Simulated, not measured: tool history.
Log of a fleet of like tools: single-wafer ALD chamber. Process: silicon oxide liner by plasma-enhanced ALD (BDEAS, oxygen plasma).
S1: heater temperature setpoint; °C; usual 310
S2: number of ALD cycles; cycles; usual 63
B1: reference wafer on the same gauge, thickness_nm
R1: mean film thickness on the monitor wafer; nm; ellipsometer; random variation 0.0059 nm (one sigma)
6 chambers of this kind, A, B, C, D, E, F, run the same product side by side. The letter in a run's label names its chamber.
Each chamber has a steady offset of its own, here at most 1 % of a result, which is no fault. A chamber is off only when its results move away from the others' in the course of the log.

| run | hour | S1 | S2 | B1 | R1 |
|---|---|---|---|---|---|
| 1D | 3.9 | 310 | 63 | 5.4091 | 5.7582 |
| 2C | 8.7 | 310 | 63 | 5.4104 | 5.7361 |
| 3E | 16.2 | 310 | 63 | 5.4102 | 5.8315 |
| 4A | 21.8 | 310 | 63 | 5.4115 | 5.8084 |
| 5F | 27.8 | 310 | 63 | 5.4130 | 5.8041 |
| 6B | 34.8 | 320 | 59 | 5.4133 | 5.3478 |
| 7A | 40.5 | 320 | 59 | 5.4121 | 5.3622 |
| 8B | 47.1 | 320 | 59 | 5.4111 | 5.3485 |
| 9D | 54.6 | 320 | 59 | 5.4147 | 5.3258 |
| 10F | 60.5 | 320 | 59 | 5.4138 | 5.3612 |
| 11E | 66.4 | 320 | 59 | 5.4143 | 5.3864 |
| 12C | 73.8 | 310 | 63 | 5.4146 | 5.7403 |
| 13C | 78.4 | 310 | 63 | 5.4155 | 5.7360 |
| 14B | 82.7 | 296 | 52 | 5.4163 | 4.9260 |
|  | 86.6 | chamber F: thermocouple changed; heater temperature recalibrated |
| 15E | 90.1 | 296 | 52 | 5.4166 | 4.9629 |
| 16F | 96.5 | 296 | 52 | 5.4193 | 4.9368 |
| 17D | 104.4 | 296 | 52 | 5.4193 | 4.8860 |
| 18A | 112.4 | 296 | 52 | 5.4182 | 4.9369 |
| 19C | 121.0 | 296 | 52 | 5.4182 | 4.8703 |
| 20D | 128.5 | 310 | 63 | 5.4196 | 5.7537 |
| 21A | 133.2 | 310 | 63 | 5.4203 | 5.8115 |
| 22F | 139.2 | 310 | 63 | 5.4208 | 5.8092 |
| 23B | 147.4 | 310 | 63 | 5.4225 | 5.8080 |
| 24E | 152.2 | 310 | 63 | 5.4222 | 5.8396 |
| 25E | 157.4 | 310 | 63 | 5.4225 | 5.8367 |
| 26C | 164.2 | 310 | 63 | 5.4215 | 5.7363 |
| 27A | 168.4 | 310 | 63 | 5.4227 | 5.8145 |
| 28F | 176.8 | 310 | 63 | 5.4239 | 5.8178 |
| 29B | 182.6 | 310 | 63 | 5.4232 | 5.7957 |
| 30D | 188.1 | 310 | 63 | 5.4236 | 5.7668 |
| 31B | 193.9 | 310 | 63 | 5.4251 | 5.8045 |
| 32D | 202.0 | 310 | 63 | 5.4252 | 5.7678 |
| 33C | 210.5 | 310 | 63 | 5.4255 | 5.7509 |
| 34E | 217.8 | 317 | 73 | 5.4270 | 6.7047 |
| 35A | 223.9 | 317 | 73 | 5.4281 | 6.6734 |
| 36F | 232.5 | 317 | 73 | 5.4284 | 6.6805 |
| 37D | 237.4 | 317 | 73 | 5.4272 | 6.6188 |
| 38B | 245.9 | 317 | 73 | 5.4281 | 6.6561 |
| 39F | 253.3 | 317 | 73 | 5.4301 | 6.6731 |
| 40C | 260.4 | 310 | 63 | 5.4285 | 5.7515 |
| 41A | 268.6 | 310 | 63 | 5.4316 | 5.8309 |
| 42E | 275.2 | 310 | 63 | 5.4308 | 5.8551 |
| 43C | 283.0 | 310 | 58 | 5.4316 | 5.3094 |
| 44E | 290.1 | 310 | 58 | 5.4303 | 5.3881 |

Is one chamber off against the others, does the gauge drift, or is nothing wrong? If a chamber is off, say which, and what the likeliest cause is.

The gauge drifts, so all chambers seem to drift together. No chamber is off.
Cause: gauge reads high (%) = 0.419.
